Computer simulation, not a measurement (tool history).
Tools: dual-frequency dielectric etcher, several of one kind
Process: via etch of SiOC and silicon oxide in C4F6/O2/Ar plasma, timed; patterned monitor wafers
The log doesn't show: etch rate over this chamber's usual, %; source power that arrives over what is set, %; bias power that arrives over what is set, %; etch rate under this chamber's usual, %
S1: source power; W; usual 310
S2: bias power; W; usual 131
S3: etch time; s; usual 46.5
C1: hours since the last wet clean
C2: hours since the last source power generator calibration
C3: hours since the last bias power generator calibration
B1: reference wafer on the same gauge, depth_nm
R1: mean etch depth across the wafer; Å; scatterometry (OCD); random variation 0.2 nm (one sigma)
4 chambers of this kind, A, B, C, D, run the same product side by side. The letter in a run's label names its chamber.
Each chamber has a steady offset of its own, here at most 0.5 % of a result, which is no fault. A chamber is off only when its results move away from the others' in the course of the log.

run   hour   S1   S2    S3     C1      C2      C3      B1      R1
 1D    3.4  310  131  46.5   53.6  2259.0  1779.1  46.447  431.96
 2C    7.2  310  131  46.5  189.3  1656.5    90.7  46.366  426.83
 3A   11.9  310  131  46.5  146.3  1376.9   157.9  46.403  431.98
 4B   14.3  310  131  46.5  385.7  2387.1   444.3  46.377  432.22
 5C   18.4  310  131  46.5  200.5  1667.7   101.9  46.456  433.46
 6D   22.2  310  131  46.5   72.4  2277.8  1797.9  46.404  430.26
 7B   25.5  310  131  46.5  396.9  2398.3   455.5  46.424  428.89
 8A   30.1  310  151  46.5  164.5  1395.1   176.1  46.361  451.42
 9A   32.8  310  151  46.5  167.2  1397.8   178.8  46.441  449.06
10C   36.6  310  151  46.5  218.7  1685.9   120.1  46.407  451.28
11B   41.4  310  151  46.5  412.8  2414.2   471.4  46.362  452.51
12D   44.3  310  131  46.5   94.5  2299.9  1820.0  46.393  432.44
13B   47.8  310  131  46.5  419.2  2420.6   477.8  46.410  434.08
14C   51.1  310  131  46.5  233.2  1700.4   134.6  46.355  427.61
      53.5  -- chamber B: wet clean of the chamber
15D   55.0  310  131  46.5  105.2  2310.6  1830.7  46.358  431.51
16A   58.8  310  131  46.5  193.2  1423.8   204.8  46.449  428.52
17C   62.8  310  131  46.5  244.9  1712.1   146.3  46.393  425.67
18A   66.8  250  131  39.5  201.2  1431.8   212.8  46.434  335.82
19B   70.3  250  131  39.5   16.8  2443.1   500.3  46.470  353.34
20D   73.2  250  131  39.5  123.4  2328.8  1848.9  46.408  336.79
21B   75.6  250  131  39.5   22.1  2448.4   505.6  46.414  353.15
22D   78.6  380  156  46.5  128.8  2334.2  1854.3  46.392  493.39
23C   80.9  380  156  46.5  263.0  1730.2   164.4  46.379  490.03
24A   85.2  380  156  46.5  219.6  1450.2   231.2  46.430  496.15
25B   88.8  380  156  46.5   35.3  2461.6   518.8  46.406  517.56
26C   91.7  310  131  46.5  273.8  1741.0   175.2  46.389  427.52
27A   96.2  310  131  46.5  230.6  1461.2   242.2  46.414  432.25
28D  100.9  310  131  46.5  151.1  2356.5  1876.6  46.382  436.29
29B  103.5  310  131  46.5   50.0  2476.3   533.5  46.406  447.23
30A  106.2  310  131  46.5  240.6  1471.2   252.2  46.356  429.01
31D  110.7  310  131  46.5  160.9  2366.3  1886.4  46.409  432.15
32C  114.2  310  131  46.5  296.3  1763.5   197.7  46.398  428.05
33A  116.4  310  131  46.5  250.8  1481.4   262.4  46.431  432.52
34B  120.6  310  131  46.5   67.1  2493.4   550.6  46.365  446.19
35C  125.1  310  131  59.5  307.2  1774.4   208.6  46.347  546.27
36D  127.5  310  131  59.5  177.7  2383.1  1903.2  46.331  552.39
37D  131.3  310  131  59.5  181.5  2386.9  1907.0  46.389  551.20
38C  134.9  310  131  59.5  317.0  1784.2   218.4  46.350  546.48
39B  138.1  310  131  46.5   84.6  2510.9   568.1  46.394  451.54
40A  141.1  310  131  46.5  275.5  1506.1   287.1  46.393  432.57
41B  143.8  310  131  46.5   90.3  2516.6   573.8  46.411  447.19

Next, every chamber runs the same settings. What will each give?
42A  147.3  310  131  46.5                   ?
42B  147.3  310  131  46.5                   ?
42C  147.3  310  131  46.5                   ?
42D  147.3  310  131  46.5                   ?

run      R1
42A  428.71
42B  448.36
42C  428.91
42D  434.03

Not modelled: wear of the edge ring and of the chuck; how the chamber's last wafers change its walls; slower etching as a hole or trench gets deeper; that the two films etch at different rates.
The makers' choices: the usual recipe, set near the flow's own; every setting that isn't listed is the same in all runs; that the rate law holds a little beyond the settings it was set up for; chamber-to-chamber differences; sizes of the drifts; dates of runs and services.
